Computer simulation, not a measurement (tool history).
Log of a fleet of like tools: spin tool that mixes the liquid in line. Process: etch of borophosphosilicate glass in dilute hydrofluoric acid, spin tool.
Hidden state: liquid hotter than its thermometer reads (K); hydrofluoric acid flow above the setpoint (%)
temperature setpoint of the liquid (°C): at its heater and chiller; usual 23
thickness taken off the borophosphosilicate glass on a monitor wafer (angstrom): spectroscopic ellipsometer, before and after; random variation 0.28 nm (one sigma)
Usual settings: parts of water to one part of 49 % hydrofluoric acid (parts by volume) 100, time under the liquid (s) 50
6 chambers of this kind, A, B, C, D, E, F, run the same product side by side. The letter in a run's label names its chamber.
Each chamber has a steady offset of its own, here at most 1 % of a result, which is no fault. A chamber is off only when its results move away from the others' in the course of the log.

run	hour	temperature setpoint of the liquid (°C)	parts of water to one part of 49 % hydrofluoric acid (parts by volume)	time under the liquid (s)	hours since the thermometer was replaced	hours since the hydrofluoric acid flow meter was replaced	read-back film thickness of the borophosphosilicate glass reference wafer, read on the same gauge (nm)	thickness taken off the borophosphosilicate glass on a monitor wafer (angstrom)
1D	9.2	23	100	50	2325.4	1536.6	100	391.99
2C	18.4	23	100	50	609.8	251	99.982	389.62
3F	26.9	23	100	50	56.4	731.2	99.992	387.26
4A	34.5	23	100	50	1279.5	259.9	99.999	385.52
5E	42.4	23	100	50	1696.6	1447.8	100.02	391.97
6B	51.3	23	100	50	1041.8	1608.2	99.992	392.77
7C	60.5	23	100	50	651.9	293.1	99.975	388.4
8E	68.2	23	100	50	1722.4	1473.6	100.01	381.85
9D	75.5	23	100	50	2391.7	1602.9	100.01	396.95
10B	80	23	100	50	1070.5	1636.9	99.995	387.8
11F	88.1	23	100	50	117.6	792.4	99.993	387.44
12A	97.5	23	100	50	1342.5	322.9	99.975	378.69
13C	101.8	23	100	50	693.2	334.4	100.01	394.51
14F	106.5	23	100	50	136	810.8	100.01	383.51
15A	115.7	23	100	50	1360.7	341.1	100.02	389.29
16D	120.2	23	55	30	2436.4	1647.6	99.986	458.13
17B	128.9	23	55	30	1119.4	1685.8	99.99	456.58
18E	137.6	23	55	30	1791.8	1543	100.02	463.46
19B	146.1	23	55	30	1136.6	1703	99.968	454.41
20C	151	23	55	30	742.4	383.6	100.02	441.02
# hour 154.9: chamber A: hydrofluoric acid flow meter replaced
21F	160.5	23	55	30	190	864.8	99.984	438.16
22E	166.8	23	100	50	1821	1572.2	99.985	390.33
23A	171.2	23	100	50	1416.2	16.4	99.996	387.82
24D	176.3	23	100	50	2492.5	1703.7	100.01	393.34
25E	180.6	23	100	50	1834.8	1586	100.01	391.3
26A	190	23	100	50	1435	35.2	100.01	391.34
27D	198.9	23	100	50	2515.1	1726.3	100.01	396.89
28C	204.3	23	100	50	795.7	436.9	100	388.34
29B	209.1	23	100	50	1199.6	1766	100.01	406.98
30F	217.7	23	100	50	247.2	922	99.984	379.65
31C	223.7	23	100	50	815.1	456.3	100.04	392.85
32B	229.3	23	100	50	1219.8	1786.2	99.984	416.29
33D	234.7	23	100	50	2550.9	1762.1	100.01	399.5
34E	242.8	21.5	100	50	1897	1648.2	99.987	367.23
35A	248.6	21.5	100	50	1493.6	93.8	99.961	361.54
36F	254.3	21.5	100	50	283.8	958.6	100.03	363.88
37E	261.1	21.5	100	50	1915.3	1666.5	99.991	370.04

All 6 chambers run these settings next. Forecast each chamber's results:
38A	267.9	23	100	50				?
38B	267.9	23	100	50				?
38C	267.9	23	100	50				?
38D	267.9	23	100	50				?
38E	267.9	23	100	50				?
38F	267.9	23	100	50				?

run	thickness taken off the borophosphosilicate glass on a monitor wafer (angstrom)
38A	384.31
38B	423.87
38C	392.75
38D	393.95
38E	390.58
38F	389.6
